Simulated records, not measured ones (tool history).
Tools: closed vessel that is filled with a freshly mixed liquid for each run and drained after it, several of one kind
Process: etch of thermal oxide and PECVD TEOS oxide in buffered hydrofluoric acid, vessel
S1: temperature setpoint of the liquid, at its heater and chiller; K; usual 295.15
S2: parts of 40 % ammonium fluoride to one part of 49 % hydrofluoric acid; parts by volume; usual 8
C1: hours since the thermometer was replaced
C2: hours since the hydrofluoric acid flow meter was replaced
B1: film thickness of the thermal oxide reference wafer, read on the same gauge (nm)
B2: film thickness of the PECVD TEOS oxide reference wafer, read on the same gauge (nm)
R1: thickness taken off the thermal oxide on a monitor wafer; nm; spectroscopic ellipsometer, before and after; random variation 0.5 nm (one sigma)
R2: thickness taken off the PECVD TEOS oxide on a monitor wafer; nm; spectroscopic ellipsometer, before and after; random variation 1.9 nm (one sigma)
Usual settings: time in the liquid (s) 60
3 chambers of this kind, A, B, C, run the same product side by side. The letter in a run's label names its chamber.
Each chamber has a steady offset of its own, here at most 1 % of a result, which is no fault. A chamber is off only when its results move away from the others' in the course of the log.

run 1B hour=4.9 | S1=295.15 S2=8 time_in_the_liquid_(s)=60 | C1=198.6 C2=191.1 | B1=149.98 B2=119.98 | R1=73.336 R2=224.44
run 2A hour=8.6 | S1=295.15 S2=8 time_in_the_liquid_(s)=60 | C1=492.4 C2=1144.6 | B1=149.98 B2=119.99 | R1=73.866 R2=223.35
run 3C hour=12.1 | S1=295.15 S2=8 time_in_the_liquid_(s)=60 | C1=139.6 C2=288.4 | B1=150.01 B2=120.01 | R1=72.248 R2=225.52
run 4C hour=18.2 | S1=295.15 S2=8 time_in_the_liquid_(s)=60 | C1=145.7 C2=294.5 | B1=149.99 B2=120.03 | R1=72.964 R2=227.63
run 5A hour=24.7 | S1=295.15 S2=7 time_in_the_liquid_(s)=95 | C1=508.5 C2=1160.7 | B1=149.95 B2=120.02 | R1=136.560 R2=417.93
run 6B hour=30.0 | S1=295.15 S2=7 time_in_the_liquid_(s)=95 | C1=223.7 C2=216.2 | B1=150.00 B2=120.00 | R1=133.020 R2=410.03
run 7B hour=37.3 | S1=295.15 S2=7 time_in_the_liquid_(s)=95 | C1=231.0 C2=223.5 | B1=150.03 B2=120.03 | R1=134.070 R2=410.20
run 8C hour=41.2 | S1=295.15 S2=8 time_in_the_liquid_(s)=60 | C1=168.7 C2=317.5 | B1=150.01 B2=120.00 | R1=73.222 R2=224.36
run 9A hour=45.2 | S1=295.15 S2=8 time_in_the_liquid_(s)=60 | C1=529.0 C2=1181.2 | B1=150.01 B2=119.99 | R1=74.285 R2=223.00
run 10B hour=49.2 | S1=295.15 S2=8 time_in_the_liquid_(s)=60 | C1=242.9 C2=235.4 | B1=149.97 B2=120.01 | R1=72.960 R2=224.62
run 11C hour=55.6 | S1=295.15 S2=8 time_in_the_liquid_(s)=60 | C1=183.1 C2=331.9 | B1=150.01 B2=119.98 | R1=72.648 R2=226.94
run 12A hour=62.2 | S1=295.15 S2=8 time_in_the_liquid_(s)=60 | C1=546.0 C2=1198.2 | B1=149.99 B2=120.01 | R1=73.468 R2=224.34
run 13A hour=67.6 | S1=295.15 S2=8 time_in_the_liquid_(s)=60 | C1=551.4 C2=1203.6 | B1=150.00 B2=120.00 | R1=73.915 R2=223.55
run 14C hour=71.9 | S1=295.15 S2=8 time_in_the_liquid_(s)=60 | C1=199.4 C2=348.2 | B1=149.99 B2=120.01 | R1=72.652 R2=227.98
run 15B hour=76.8 | S1=295.15 S2=8 time_in_the_liquid_(s)=60 | C1=270.5 C2=263.0 | B1=149.96 B2=119.99 | R1=73.533 R2=221.24
run 16A hour=80.3 | S1=295.15 S2=8 time_in_the_liquid_(s)=60 | C1=564.1 C2=1216.3 | B1=149.99 B2=120.02 | R1=74.032 R2=223.94
run 17C hour=84.0 | S1=295.15 S2=8 time_in_the_liquid_(s)=60 | C1=211.5 C2=360.3 | B1=149.97 B2=119.99 | R1=72.636 R2=225.98
run 18B hour=89.1 | S1=295.15 S2=8 time_in_the_liquid_(s)=60 | C1=282.8 C2=275.3 | B1=150.01 B2=119.98 | R1=73.885 R2=225.07
run 19A hour=92.9 | S1=295.15 S2=8 time_in_the_liquid_(s)=60 | C1=576.7 C2=1228.9 | B1=150.00 B2=120.02 | R1=73.375 R2=226.64
run 20C hour=99.3 | S1=295.15 S2=8 time_in_the_liquid_(s)=60 | C1=226.8 C2=375.6 | B1=149.98 B2=120.01 | R1=72.610 R2=229.24
run 21B hour=105.0 | S1=295.15 S2=8 time_in_the_liquid_(s)=60 | C1=298.7 C2=291.2 | B1=149.98 B2=120.00 | R1=72.811 R2=223.25
run 22B hour=108.3 | S1=290.65 S2=8 time_in_the_liquid_(s)=60 | C1=302.0 C2=294.5 | B1=150.01 B2=120.01 | R1=56.295 R2=173.80
run 23C hour=115.5 | S1=290.65 S2=8 time_in_the_liquid_(s)=60 | C1=243.0 C2=391.8 | B1=150.02 B2=119.98 | R1=55.893 R2=173.47
run 24A hour=119.1 | S1=290.65 S2=8 time_in_the_liquid_(s)=60 | C1=602.9 C2=1255.1 | B1=150.00 B2=120.00 | R1=57.374 R2=174.03
run 25A hour=123.3 | S1=295.15 S2=8 time_in_the_liquid_(s)=60 | C1=607.1 C2=1259.3 | B1=149.99 B2=119.99 | R1=73.910 R2=225.05
run 26B hour=129.5 | S1=295.15 S2=8 time_in_the_liquid_(s)=60 | C1=323.2 C2=315.7 | B1=150.00 B2=119.98 | R1=73.595 R2=223.55
run 27C hour=136.3 | S1=295.15 S2=8 time_in_the_liquid_(s)=60 | C1=263.8 C2=412.6 | B1=150.03 B2=119.97 | R1=72.064 R2=226.92
run 28A hour=140.9 | S1=295.15 S2=8 time_in_the_liquid_(s)=60 | C1=624.7 C2=1276.9 | B1=150.02 B2=119.99 | R1=73.723 R2=228.21
run 29B hour=148.0 | S1=295.15 S2=8 time_in_the_liquid_(s)=60 | C1=341.7 C2=334.2 | B1=150.00 B2=120.00 | R1=73.244 R2=226.69
run 30C hour=154.8 | S1=295.15 S2=8 time_in_the_liquid_(s)=60 | C1=282.3 C2=431.1 | B1=150.03 B2=120.01 | R1=73.154 R2=229.15
run 31A hour=159.2 | S1=295.15 S2=8 time_in_the_liquid_(s)=60 | C1=643.0 C2=1295.2 | B1=149.99 B2=120.00 | R1=74.614 R2=225.95
run 32B hour=165.8 | S1=295.15 S2=8 time_in_the_liquid_(s)=60 | C1=359.5 C2=352.0 | B1=149.97 B2=120.00 | R1=73.733 R2=227.05
run 33C hour=171.0 | S1=295.15 S2=8 time_in_the_liquid_(s)=60 | C1=298.5 C2=447.3 | B1=150.00 B2=119.97 | R1=72.231 R2=228.43
run 34C hour=175.4 | S1=298.65 S2=8 time_in_the_liquid_(s)=95 | C1=302.9 C2=451.7 | B1=150.06 B2=119.96 | R1=140.820 R2=436.97
run 35B hour=181.2 | S1=298.65 S2=8 time_in_the_liquid_(s)=95 | C1=374.9 C2=367.4 | B1=149.94 B2=119.95 | R1=141.950 R2=429.90

Is one chamber off against the others, does the gauge drift, or is nothing wrong? If a chamber is off, say which, and what the likeliest cause is.

No chamber stands off beyond its own small offset, and the gauge holds steady.
